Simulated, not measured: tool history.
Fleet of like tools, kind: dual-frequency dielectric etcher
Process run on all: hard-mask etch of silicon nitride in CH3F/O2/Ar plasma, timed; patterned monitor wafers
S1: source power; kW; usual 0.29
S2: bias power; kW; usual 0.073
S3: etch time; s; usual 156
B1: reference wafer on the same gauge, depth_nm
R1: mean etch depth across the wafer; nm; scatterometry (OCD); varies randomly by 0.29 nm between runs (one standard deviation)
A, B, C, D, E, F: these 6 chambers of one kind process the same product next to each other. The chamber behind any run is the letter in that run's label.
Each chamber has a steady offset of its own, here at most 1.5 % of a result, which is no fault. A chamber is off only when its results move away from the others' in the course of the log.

run,day,S1,S2,S3,B1,R1
1E,0.308,0.29,0.073,156,114.65,98.248
2B,0.617,0.29,0.073,156,114.69,95.996
3A,1.025,0.29,0.073,156,114.68,97.673
4C,1.362,0.29,0.073,156,114.73,96.079
5F,1.929,0.29,0.073,196,114.7,122.57
6D,2.312,0.29,0.073,196,114.77,122.14
7C,2.688,0.29,0.073,196,114.63,120.53
8B,3.079,0.29,0.073,196,114.71,120.99
9E,3.771,0.29,0.073,196,114.7,123.43
10A,4.312,0.29,0.073,196,114.66,122.35
11D,5.008,0.29,0.073,156,114.69,98.134
12F,5.621,0.29,0.073,156,114.72,97.685
13C,5.996,0.29,0.073,156,114.82,96.139
# day 6.017: chamber F: wet clean of the chamber
14E,6.592,0.29,0.073,156,114.78,98.898
# day 6.642: chamber C: wet clean of the chamber
15A,7.033,0.29,0.073,156,114.62,97.735
16D,7.633,0.29,0.073,156,114.68,97.991
17F,8.238,0.33,0.083,156,114.68,107.11
18B,8.9,0.33,0.083,156,114.74,105.45
19B,9.492,0.33,0.083,156,114.72,104.51
20C,9.954,0.33,0.083,156,114.69,102.74
21E,10.367,0.33,0.083,156,114.71,107.45
22F,10.846,0.33,0.083,156,114.73,107.1
# day 10.967: chamber A: wet clean of the chamber
23D,11.188,0.29,0.073,156,114.74,98.023
# day 11.65: chamber E: bias power generator calibrated
24A,11.667,0.29,0.073,156,114.65,98.048
25A,12.058,0.29,0.073,156,114.73,98.006
26C,12.725,0.29,0.073,156,114.62,93.458
# day 12.825: chamber E: source power generator calibrated
27E,13.329,0.24,0.073,156,114.72,91.19
28D,13.675,0.24,0.073,156,114.75,90.991
# day 13.725: chamber B: bias power generator calibrated
29F,14.212,0.24,0.073,156,114.63,90.849
# day 14.529: chamber E: wet clean of the chamber
30B,14.7,0.24,0.073,156,114.71,89.584
# day 14.717: chamber B: wet clean of the chamber
31E,15.038,0.24,0.073,156,114.76,91.22
# day 15.046: chamber D: wet clean of the chamber
32D,15.633,0.24,0.073,156,114.7,91.196
33C,16.271,0.29,0.073,156,114.7,93.919
34F,16.762,0.29,0.073,156,114.72,97.892
35A,17.138,0.29,0.073,156,114.72,98.255
36B,17.579,0.26,0.073,156,114.7,92.172

Predict what each chamber gives when all 6 of them run the settings below next.
37A,18.075,0.29,0.073,156,,?
37B,18.075,0.29,0.073,156,,?
37C,18.075,0.29,0.073,156,,?
37D,18.075,0.29,0.073,156,,?
37E,18.075,0.29,0.073,156,,?
37F,18.075,0.29,0.073,156,,?

run,R1
37A,98.205
37B,95.796
37C,93.647
37D,97.959
37E,97.786
37F,98.01
